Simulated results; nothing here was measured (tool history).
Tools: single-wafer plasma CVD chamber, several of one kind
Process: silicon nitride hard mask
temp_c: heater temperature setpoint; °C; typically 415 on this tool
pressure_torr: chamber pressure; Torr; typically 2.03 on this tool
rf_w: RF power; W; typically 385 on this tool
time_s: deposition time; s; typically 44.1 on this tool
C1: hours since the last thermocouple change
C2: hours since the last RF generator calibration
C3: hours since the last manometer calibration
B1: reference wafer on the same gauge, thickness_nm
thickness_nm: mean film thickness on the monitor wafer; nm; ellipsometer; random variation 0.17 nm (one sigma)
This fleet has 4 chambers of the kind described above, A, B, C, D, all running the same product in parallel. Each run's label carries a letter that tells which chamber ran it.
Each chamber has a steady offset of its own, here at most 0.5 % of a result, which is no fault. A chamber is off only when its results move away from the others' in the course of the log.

run 1C day=0.221 | temp_c=415 pressure_torr=2.03 rf_w=385 time_s=44.1 | C1=640.8 C2=822.3 C3=1106.7 | B1=75.444 | thickness_nm=63.207
run 2A day=0.400 | temp_c=415 pressure_torr=2.03 rf_w=385 time_s=44.1 | C1=773.2 C2=157.1 C3=598.2 | B1=75.394 | thickness_nm=63.214
run 3D day=0.604 | temp_c=415 pressure_torr=2.03 rf_w=385 time_s=44.1 | C1=658.2 C2=1083.7 C3=1025.0 | B1=75.380 | thickness_nm=63.004
run 4B day=0.808 | temp_c=415 pressure_torr=2.03 rf_w=385 time_s=44.1 | C1=1606.8 C2=1468.8 C3=1378.9 | B1=75.384 | thickness_nm=63.255
run 5C day=0.954 | temp_c=415 pressure_torr=2.03 rf_w=420 time_s=44.1 | C1=658.4 C2=839.9 C3=1124.3 | B1=75.378 | thickness_nm=67.050
run 6A day=1.129 | temp_c=415 pressure_torr=2.03 rf_w=420 time_s=44.1 | C1=790.7 C2=174.6 C3=615.7 | B1=75.438 | thickness_nm=66.598
run 7B day=1.388 | temp_c=415 pressure_torr=2.03 rf_w=420 time_s=44.1 | C1=1620.7 C2=1482.7 C3=1392.8 | B1=75.408 | thickness_nm=66.573
run 8D day=1.638 | temp_c=415 pressure_torr=2.03 rf_w=420 time_s=44.1 | C1=683.0 C2=1108.5 C3=1049.8 | B1=75.409 | thickness_nm=66.299
run 9C day=1.892 | temp_c=415 pressure_torr=2.03 rf_w=385 time_s=44.1 | C1=680.9 C2=862.4 C3=1146.8 | B1=75.441 | thickness_nm=63.088
run 10A day=2.062 | temp_c=415 pressure_torr=2.03 rf_w=385 time_s=44.1 | C1=813.1 C2=197.0 C3=638.1 | B1=75.473 | thickness_nm=63.389
run 11B day=2.308 | temp_c=405 pressure_torr=2.03 rf_w=385 time_s=44.1 | C1=1642.8 C2=1504.8 C3=1414.9 | B1=75.373 | thickness_nm=63.497
run 12D day=2.446 | temp_c=405 pressure_torr=2.03 rf_w=385 time_s=44.1 | C1=702.4 C2=1127.9 C3=1069.2 | B1=75.412 | thickness_nm=63.120
run 13C day=2.667 | temp_c=405 pressure_torr=2.03 rf_w=385 time_s=44.1 | C1=699.5 C2=881.0 C3=1165.4 | B1=75.435 | thickness_nm=63.682
run 14A day=2.892 | temp_c=405 pressure_torr=2.03 rf_w=385 time_s=44.1 | C1=833.0 C2=216.9 C3=658.0 | B1=75.357 | thickness_nm=63.592
run 15D day=3.142 | temp_c=415 pressure_torr=2.03 rf_w=385 time_s=44.1 | C1=719.1 C2=1144.6 C3=1085.9 | B1=75.318 | thickness_nm=62.923
run 16B day=3.317 | temp_c=415 pressure_torr=2.03 rf_w=385 time_s=44.1 | C1=1667.0 C2=1529.0 C3=1439.1 | B1=75.426 | thickness_nm=63.539
run 17A day=3.604 | temp_c=415 pressure_torr=2.03 rf_w=385 time_s=44.1 | C1=850.1 C2=234.0 C3=675.1 | B1=75.477 | thickness_nm=63.376
run 18C day=3.725 | temp_c=415 pressure_torr=2.03 rf_w=385 time_s=44.1 | C1=724.9 C2=906.4 C3=1190.8 | B1=75.390 | thickness_nm=63.295
run 19D day=3.900 | temp_c=408 pressure_torr=2.03 rf_w=385 time_s=44.1 | C1=737.3 C2=1162.8 C3=1104.1 | B1=75.442 | thickness_nm=62.813
run 20B day=4.100 | temp_c=408 pressure_torr=2.03 rf_w=385 time_s=44.1 | C1=1685.8 C2=1547.8 C3=1457.9 | B1=75.414 | thickness_nm=63.413
run 21D day=4.371 | temp_c=408 pressure_torr=2.03 rf_w=385 time_s=44.1 | C1=748.6 C2=1174.1 C3=1115.4 | B1=75.460 | thickness_nm=63.132
run 22B day=4.554 | temp_c=408 pressure_torr=2.03 rf_w=385 time_s=44.1 | C1=1696.7 C2=1558.7 C3=1468.8 | B1=75.401 | thickness_nm=63.633
run 23C day=4.738 | temp_c=415 pressure_torr=2.03 rf_w=385 time_s=44.1 | C1=749.2 C2=930.7 C3=1215.1 | B1=75.363 | thickness_nm=63.440
-- day=4.750 chamber B: capacitance manometer re-zeroed and calibrated
run 24A day=4.938 | temp_c=415 pressure_torr=2.03 rf_w=385 time_s=44.1 | C1=882.1 C2=266.0 C3=707.1 | B1=75.383 | thickness_nm=63.126
run 25C day=5.162 | temp_c=415 pressure_torr=2.03 rf_w=385 time_s=44.1 | C1=759.4 C2=940.9 C3=1225.3 | B1=75.351 | thickness_nm=63.085
run 26D day=5.367 | temp_c=415 pressure_torr=2.03 rf_w=385 time_s=44.1 | C1=772.5 C2=1198.0 C3=1139.3 | B1=75.385 | thickness_nm=63.133
run 27A day=5.600 | temp_c=415 pressure_torr=2.03 rf_w=385 time_s=44.1 | C1=898.0 C2=281.9 C3=723.0 | B1=75.346 | thickness_nm=63.355
run 28B day=5.779 | temp_c=415 pressure_torr=2.03 rf_w=385 time_s=44.1 | C1=1726.1 C2=1588.1 C3=24.7 | B1=75.447 | thickness_nm=63.627
run 29C day=5.938 | temp_c=415 pressure_torr=2.03 rf_w=385 time_s=44.1 | C1=778.0 C2=959.5 C3=1243.9 | B1=75.403 | thickness_nm=63.189
run 30B day=6.179 | temp_c=415 pressure_torr=2.03 rf_w=330 time_s=44.1 | C1=1735.7 C2=1597.7 C3=34.3 | B1=75.414 | thickness_nm=57.494
-- day=6.200 chamber D: capacitance manometer re-zeroed and calibrated
run 31D day=6.433 | temp_c=415 pressure_torr=2.03 rf_w=330 time_s=44.1 | C1=798.1 C2=1223.6 C3=5.6 | B1=75.389 | thickness_nm=57.150
run 32A day=6.700 | temp_c=415 pressure_torr=2.03 rf_w=330 time_s=44.1 | C1=924.4 C2=308.3 C3=749.4 | B1=75.392 | thickness_nm=57.302
run 33B day=6.971 | temp_c=415 pressure_torr=2.03 rf_w=330 time_s=44.1 | C1=1754.7 C2=1616.7 C3=53.3 | B1=75.417 | thickness_nm=57.307
run 34D day=7.108 | temp_c=415 pressure_torr=2.03 rf_w=450 time_s=36.0 | C1=814.3 C2=1239.8 C3=21.8 | B1=75.444 | thickness_nm=56.518
run 35A day=7.312 | temp_c=415 pressure_torr=2.03 rf_w=450 time_s=36.0 | C1=939.1 C2=323.0 C3=764.1 | B1=75.396 | thickness_nm=56.758
run 36C day=7.458 | temp_c=415 pressure_torr=2.03 rf_w=450 time_s=36.0 | C1=814.5 C2=996.0 C3=1280.4 | B1=75.438 | thickness_nm=56.862
run 37A day=7.733 | temp_c=415 pressure_torr=2.03 rf_w=450 time_s=36.0 | C1=949.2 C2=333.1 C3=774.2 | B1=75.435 | thickness_nm=56.524
run 38C day=7.975 | temp_c=410 pressure_torr=2.03 rf_w=385 time_s=44.1 | C1=826.9 C2=1008.4 C3=1292.8 | B1=75.413 | thickness_nm=63.583
run 39B day=8.179 | temp_c=410 pressure_torr=2.03 rf_w=385 time_s=44.1 | C1=1783.7 C2=1645.7 C3=82.3 | B1=75.378 | thickness_nm=63.602
run 40D day=8.421 | temp_c=410 pressure_torr=2.03 rf_w=385 time_s=44.1 | C1=845.8 C2=1271.3 C3=53.3 | B1=75.416 | thickness_nm=62.814
run 41B day=8.671 | temp_c=410 pressure_torr=2.03 rf_w=385 time_s=44.1 | C1=1795.5 C2=1657.5 C3=94.1 | B1=75.401 | thickness_nm=63.321
run 42D day=8.900 | temp_c=415 pressure_torr=2.03 rf_w=385 time_s=44.1 | C1=857.3 C2=1282.8 C3=64.8 | B1=75.402 | thickness_nm=63.002

All chambers now run identical settings, listed one chamber a line with results as question marks. What results will each chamber show?
run 43A day=9.104 | temp_c=415 pressure_torr=2.03 rf_w=385 time_s=44.1 | thickness_nm=?
run 43B day=9.104 | temp_c=415 pressure_torr=2.03 rf_w=385 time_s=44.1 | thickness_nm=?
run 43C day=9.104 | temp_c=415 pressure_torr=2.03 rf_w=385 time_s=44.1 | thickness_nm=?
run 43D day=9.104 | temp_c=415 pressure_torr=2.03 rf_w=385 time_s=44.1 | thickness_nm=?

run=43A thickness_nm=63.149
run=43B thickness_nm=63.407
run=43C thickness_nm=63.104
run=43D thickness_nm=62.712

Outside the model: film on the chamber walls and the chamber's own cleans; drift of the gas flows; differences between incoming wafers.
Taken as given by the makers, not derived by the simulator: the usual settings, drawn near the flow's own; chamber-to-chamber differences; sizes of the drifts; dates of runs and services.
